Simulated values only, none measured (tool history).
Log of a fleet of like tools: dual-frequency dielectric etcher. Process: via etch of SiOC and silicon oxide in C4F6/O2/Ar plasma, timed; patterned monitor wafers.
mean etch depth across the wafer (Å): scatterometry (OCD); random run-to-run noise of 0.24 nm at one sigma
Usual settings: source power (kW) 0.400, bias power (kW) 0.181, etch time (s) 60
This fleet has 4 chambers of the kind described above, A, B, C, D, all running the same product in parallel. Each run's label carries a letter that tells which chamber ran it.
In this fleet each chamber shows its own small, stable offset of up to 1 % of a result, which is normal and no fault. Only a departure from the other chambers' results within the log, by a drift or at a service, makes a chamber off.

run	day	source power (kW)	bias power (kW)	etch time (s)	hours since the last wet clean	hours since the last source power generator calibration	hours since the last bias power generator calibration	read-back reference wafer on the same gauge, depth_nm	mean etch depth across the wafer (Å)
# day 0.158: chamber A: wet clean of the chamber
1D	0.354	0.400	0.181	60	265.8	1816.1	1617.6	58.194	683.48
2B	0.654	0.400	0.181	60	192.0	1656.6	2115.5	58.189	684.27
3A	0.962	0.400	0.181	60	19.3	1535.8	2804.7	58.215	673.99
4C	1.375	0.400	0.181	60	179.3	115.5	2645.9	58.158	674.61
5B	1.775	0.400	0.181	60	218.9	1683.5	2142.4	58.154	681.15
6D	2.208	0.400	0.181	60	310.3	1860.6	1662.1	58.223	683.45
7A	2.533	0.400	0.181	60	57.0	1573.5	2842.4	58.217	672.09
8C	2.950	0.400	0.181	60	217.1	153.3	2683.7	58.219	680.85
9B	3.375	0.400	0.181	60	257.3	1721.9	2180.8	58.174	684.73
10A	3.771	0.400	0.181	60	86.7	1603.2	2872.1	58.208	678.23
11C	4.042	0.400	0.181	60	243.3	179.5	2709.9	58.193	683.06
12D	4.296	0.400	0.181	60	360.4	1910.7	1712.2	58.230	683.25
13B	4.633	0.400	0.181	60	287.5	1752.1	2211.0	58.231	692.30
14D	5.004	0.400	0.181	60	377.4	1927.7	1729.2	58.170	681.07
15C	5.317	0.400	0.181	60	273.9	210.1	2740.5	58.177	680.23
16A	5.717	0.400	0.181	60	133.4	1649.9	2918.8	58.221	676.80
17C	6.012	0.400	0.181	60	290.6	226.8	2757.2	58.255	671.28
18D	6.371	0.400	0.181	60	410.2	1960.5	1762.0	58.258	684.13
19A	6.750	0.400	0.181	60	158.2	1674.7	2943.6	58.209	672.60
20B	7.196	0.400	0.181	60	349.0	1813.6	2272.5	58.209	696.85
21A	7.608	0.400	0.181	60	178.8	1695.3	2964.2	58.263	678.06
22C	7.875	0.400	0.200	60	335.3	271.5	2801.9	58.201	701.59
23D	8.250	0.400	0.200	60	455.3	2005.6	1807.1	58.178	709.18
# day 8.688: chamber D: wet clean of the chamber
24B	8.688	0.400	0.200	60	384.8	1849.4	2308.3	58.147	725.18
25C	9.075	0.400	0.200	60	364.1	300.3	2830.7	58.165	699.48
26D	9.375	0.400	0.181	60	16.6	2032.6	1834.1	58.205	682.65
27A	9.588	0.400	0.181	60	226.3	1742.8	3011.7	58.126	673.57
28B	9.942	0.400	0.181	60	414.9	1879.5	2338.4	58.236	700.21
29D	10.304	0.400	0.181	60	38.9	2054.9	1856.4	58.213	684.93
30C	10.588	0.400	0.181	60	400.4	336.6	2867.0	58.216	679.68
31B	10.833	0.400	0.156	60	436.3	1900.9	2359.8	58.191	672.03
32A	11.225	0.400	0.156	60	265.6	1782.1	3051.0	58.210	647.48
33C	11.467	0.400	0.156	60	421.5	357.7	2888.1	58.186	650.01
34D	11.708	0.400	0.156	60	72.6	2088.6	1890.1	58.173	650.72
35A	12.129	0.490	0.181	60	287.3	1803.8	3072.7	58.186	731.85

Predict what each chamber gives when all 4 of them run the settings below next.
36A	12.450	0.450	0.181	60					?
36B	12.450	0.450	0.181	60					?
36C	12.450	0.450	0.181	60					?
36D	12.450	0.450	0.181	60					?

run	mean etch depth across the wafer (Å)
36A	707.35
36B	739.31
36C	711.87
36D	717.05

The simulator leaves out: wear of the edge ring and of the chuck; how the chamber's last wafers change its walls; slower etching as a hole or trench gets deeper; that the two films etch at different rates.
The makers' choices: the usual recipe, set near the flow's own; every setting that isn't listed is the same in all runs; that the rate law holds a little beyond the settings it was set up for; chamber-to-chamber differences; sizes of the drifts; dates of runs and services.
